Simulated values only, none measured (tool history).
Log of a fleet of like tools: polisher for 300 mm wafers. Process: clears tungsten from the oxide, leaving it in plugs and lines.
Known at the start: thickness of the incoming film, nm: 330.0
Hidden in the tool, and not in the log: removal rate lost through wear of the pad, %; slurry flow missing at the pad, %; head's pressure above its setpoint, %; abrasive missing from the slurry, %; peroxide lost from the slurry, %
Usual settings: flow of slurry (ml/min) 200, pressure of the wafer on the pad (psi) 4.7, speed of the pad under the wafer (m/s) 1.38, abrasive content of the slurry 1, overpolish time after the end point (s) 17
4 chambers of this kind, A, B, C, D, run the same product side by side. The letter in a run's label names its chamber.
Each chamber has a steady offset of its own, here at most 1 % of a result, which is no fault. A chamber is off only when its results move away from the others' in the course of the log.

run   hour  flow of slurry (ml/min)  pressure of the wafer on the pad (psi)  speed of the pad under the wafer (m/s)  abrasive content of the slurry  overpolish time after the end point (s)  wafers polished on this pad  hours since the slurry nozzle was cleaned  hours since the head pressure was calibrated  hours since the slurry blender was calibrated  hours since the slurry got fresh peroxide  time until the end point was called (s)
 1B    3.2                      200                                     4.7                                    1.38                               1                                       17                          811                                      546.3                                         399.4                                          141.3                                      108.8                                   41.784
 2C    7.4                      200                                     4.7                                    1.38                               1                                       17                         1413                                      275.4                                         658.6                                           10.8                                         24                                   42.883
 3D   11.6                      200                                     4.7                                    1.38                               1                                       17                          377                                      183.5                                            81                                           28.2                                      144.9                                   42.074
 4A   15.8                      200                                     4.7                                    1.38                               1                                       17                          566                                      492.5                                         189.4                                          246.6                                       43.6                                   42.138
 5C   18.9                      200                                     4.7                                    0.92                            1.15                                       17                         1540                                      286.9                                         670.1                                           22.3                                       35.5                                   62.755
      19.7  -- chamber D: slurry nozzle cleaned
      20.3  -- chamber D: worn pad replaced by a new one
      21.7  -- chamber C: worn pad replaced by a new one
 6A   21.7                      200                                     4.7                                    0.92                            1.15                                       17                          631                                      498.4                                         195.3                                          252.5                                       49.5                                   61.965
 7D   26.2                      200                                     4.7                                    0.92                            1.15                                       17                           65                                        6.6                                          95.6                                           42.8                                      159.5                                   61.633
 8B   29.5                      200                                     4.7                                    0.92                            1.15                                       17                         1101                                      572.6                                         425.7                                          167.6                                      135.1                                   62.416
 9B   33.3                      200                                     4.7                                    1.38                               1                                       17                         1143                                      576.4                                         429.5                                          171.4                                      138.9                                   42.819
10A     38                      200                                     4.7                                    1.38                               1                                       17                          810                                      514.7                                         211.6                                          268.8                                       65.8                                    41.67
11D   42.7                      200                                     4.7                                    1.38                               1                                       17                          246                                       23.1                                         112.1                                           59.3                                        176                                   42.928
        43  -- chamber B: slurry tank refilled with fresh slurry and peroxide
        46  -- chamber B: worn pad replaced by a new one
12C   47.5                      200                                     4.7                                    1.38                               1                                       17                          285                                      315.5                                         698.7                                           50.9                                       64.1                                   43.181
      49.3  -- chamber D: slurry tank refilled with fresh slurry and peroxide
13D   51.4                      200                                     4.7                                    1.38                               1                                       17                          342                                       31.8                                         120.8                                             68                                        2.2                                   42.463
14C   54.6                      200                                     4.7                                    1.38                               1                                       17                          363                                      322.6                                         705.8                                             58                                       71.2                                    42.79
15A   57.2                      200                                     4.7                                    1.38                               1                                       17                         1022                                      533.9                                         230.8                                            288                                         85                                   43.669
      58.3  -- chamber C: slurry tank refilled with fresh slurry and peroxide
16B   61.5                      200                                     4.7                                    1.38                               1                                       17                          170                                      604.6                                         457.7                                          199.6                                       18.6                                    42.88
      63.3  -- chamber D: worn pad replaced by a new one
17B   65.9                      200                                     4.7                                    1.38                               1                                       17                          219                                        609                                         462.1                                            204                                         23                                   42.766
18C   68.9                      200                                     4.7                                    1.38                               1                                       17                          520                                      336.9                                         720.1                                           72.3                                       10.6                                   41.115
19D   71.7                      200                                     4.7                                    1.38                               1                                       17                           93                                       52.1                                         141.1                                           88.3                                       22.5                                   42.139
20A   75.4                      200                                     4.7                                    1.38                               1                                       17                         1222                                      552.1                                           249                                          306.2                                      103.2                                   44.901
      77.7  -- chamber B: slurry blender recalibrated
21A   79.2                      200                                     4.7                                    1.38                               1                                       17                         1264                                      555.9                                         252.8                                            310                                        107                                   44.534
22B   83.8                      200                                     4.7                                    1.38                               1                                       17                          416                                      626.9                                           480                                            6.2                                       40.9                                   43.203
23D   86.6                      200                                     4.7                                    1.38                               1                                       17                          257                                         67                                           156                                          103.2                                       37.4                                   41.892
24C   89.7                      200                                     4.7                                    1.38                               1                                       17                          749                                      357.7                                         740.9                                           93.1                                       31.4                                   41.919
        92  -- chamber C: slurry nozzle cleaned
      94.2  -- chamber A: slurry tank refilled with fresh slurry and peroxide
25A   94.3                      200                                     4.7                                    1.38                               1                                       17                         1431                                        571                                         267.9                                          325.1                                        0.1                                   45.412
26C   96.6                      200                                     4.7                                    1.38                               1                                       17                          825                                        4.7                                         747.8                                            100                                       38.3                                   43.014
27D     99                      255                                     4.7                                    1.22                               1                                       17                          394                                       79.4                                         168.4                                          115.6                                       49.8                                   46.105
28B  102.8                      255                                     4.7                                    1.22                               1                                       17                          625                                      645.9                                           499                                           25.2                                       59.9                                   46.598
29C  106.9                      255                                     4.7                                    1.22                               1                                       17                          939                                         15                                         758.1                                          110.3                                       48.6                                   45.739
     107.4  -- chamber D: worn pad replaced by a new one
30D  109.8                      255                                     4.7                                    1.22                               1                                       17                           27                                       90.2                                         179.2                                          126.4                                       60.6                                   47.518
31A  113.7                      200                                     4.7                                    1.38                               1                                       17                         1644                                      590.4                                         287.3                                          344.5                                       19.5                                   44.759
32B  115.9                      200                                     4.7                                    1.38                               1                                       17                          770                                        659                                         512.1                                           38.3                                         73                                   43.839
       118  -- chamber D: slurry blender recalibrated
33D  118.7                      200                                     4.7                                    1.38                               1                                       17                          125                                       99.1                                         188.1                                            0.8                                       69.5                                   42.389
34B  122.1                      200                                     4.7                                    1.38                               1                                       17                          838                                      665.2                                         518.3                                           44.5                                       79.2                                    41.25

Is one chamber off against the others, does the gauge drift, or is nothing wrong? If a chamber is off, say which, and what the likeliest cause is.

Chamber A drifts away from the others.
Cause: removal rate lost through wear of the pad, % = 9.39.
The log may not tell that from: slurry flow missing at the pad, %; head's pressure below its setpoint, %; abrasive missing from the slurry, %.

Here are 4 candidates for chamber A's next run, each the usual settings with a change, their results left as question marks. Which one brings its results back in line with what the others give on the usual settings?
In line means no further than this from the other chambers' mean on the usual settings: time until the end point was called (s) 2.5
35A-1  125.6                      200                                     4.5                                    1.32                               1                                       17                                                                                                                                                                                                                                                        ?
35A-2  125.6                      200                                     5.2                                    1.52                               1                                       17                                                                                                                                                                                                                                                        ?
35A-3  125.6                      200                                     3.8                                    1.38                               1                                       17                                                                                                                                                                                                                                                        ?
35A-4  125.6                      200                                     4.7                                     1.5                               1                                       17                                                                                                                                                                                                                                                        ?

The other chambers' mean on the usual settings: time until the end point was called (s) 42.561
  run  time until the end point was called (s)
35A-1                                   50.762
35A-2                                   38.308
35A-3                                   57.373
35A-4                                   42.879
35A-4 brings the chamber back in line.
